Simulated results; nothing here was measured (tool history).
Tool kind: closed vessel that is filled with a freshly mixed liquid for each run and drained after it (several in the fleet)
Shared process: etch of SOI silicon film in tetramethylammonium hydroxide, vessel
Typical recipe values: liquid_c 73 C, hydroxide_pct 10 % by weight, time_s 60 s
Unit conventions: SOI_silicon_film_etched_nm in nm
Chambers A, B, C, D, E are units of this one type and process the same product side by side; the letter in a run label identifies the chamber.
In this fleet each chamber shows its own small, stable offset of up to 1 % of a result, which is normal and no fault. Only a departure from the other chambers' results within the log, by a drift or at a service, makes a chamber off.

run	day	liquid_c	hydroxide_pct	time_s	hours since the thermometer was replaced	hours since the hydroxide flow meter was replaced	read-back film thickness of the SOI silicon film reference wafer, read on the same gauge (nm)	SOI_silicon_film_etched_nm
1A	0.412	73	10	60	855.5	688.1	90.027	520.85
2D	0.792	73	10	60	308	585.7	89.966	518.27
3E	1.317	73	10	60	209.9	660.5	90.003	505.83
4C	1.771	73	10	60	2053.3	1452.9	89.988	515.98
5B	2.217	73	10	60	2090.8	428.9	89.975	516.01
6E	2.704	73	10	75	243.2	693.8	90.032	643.1
7B	3.075	73	10	75	2111.4	449.5	89.999	640.4
# day 3.304: chamber C: hydroxide flow meter replaced
8D	3.45	73	10	75	371.8	649.5	90.024	637.31
9A	3.796	73	10	75	936.7	769.3	89.988	644.77
# day 3.917: chamber B: hydroxide flow meter replaced
10C	4.142	73	10	75	2110.2	20.1	89.995	645.49
11A	4.654	73	10	60	957.3	789.9	89.989	516.67
12E	5.117	67.5	8	60	301.1	751.7	90.018	401.19
13C	5.571	67.5	8	60	2144.5	54.4	90.001	405.53
14D	5.854	67.5	8	60	429.5	707.2	89.972	396.29
15B	6.121	67.5	8	60	2184.5	53	90.006	405.54
16B	6.438	67.5	8	60	2192.1	60.6	90.001	402.23
17A	6.692	73	8.5	60	1006.2	838.8	90.002	556.94
18D	7.238	73	8.5	60	462.7	740.4	89.998	524.56
19C	7.625	73	8.5	60	2193.8	103.7	90.039	537.45
20E	7.933	73	8.5	60	368.7	819.3	90.012	542.29
21D	8.358	73	8.5	60	489.6	767.3	90.011	525.16
22B	8.675	73	10	60	2245.8	114.3	89.993	514.35
23A	9.067	73	10	60	1063.2	895.8	90.011	516.35
24E	9.317	73	10	60	401.9	852.5	90.003	511.13
25C	9.588	73	10	60	2240.9	150.8	89.977	519.32
26A	9.988	73	10	60	1085.3	917.9	90.025	512.52
27C	10.362	73	10	60	2259.5	169.4	89.983	516.62
28B	10.683	73	10	60	2294	162.5	90.006	514.66
29D	11.2	80.5	10	60	557.8	835.5	89.985	729.98
30E	11.567	80.5	10	60	455.9	906.5	90.004	772.89
31E	11.979	80.5	10	60	465.8	916.4	89.999	776.88
32B	12.433	80.5	10	60	2336	204.5	90.012	796.32
33C	12.679	80.5	10	60	2315.1	225	89.972	782.87

All chambers now run identical settings, listed one chamber a line with results as question marks. What results will each chamber show?
34A	13.075	73	10	60				?
34B	13.075	73	10	60				?
34C	13.075	73	10	60				?
34D	13.075	73	10	60				?
34E	13.075	73	10	60				?

run	SOI_silicon_film_etched_nm
34A	517.38
34B	514.49
34C	521.54
34D	480.49
34E	501.05
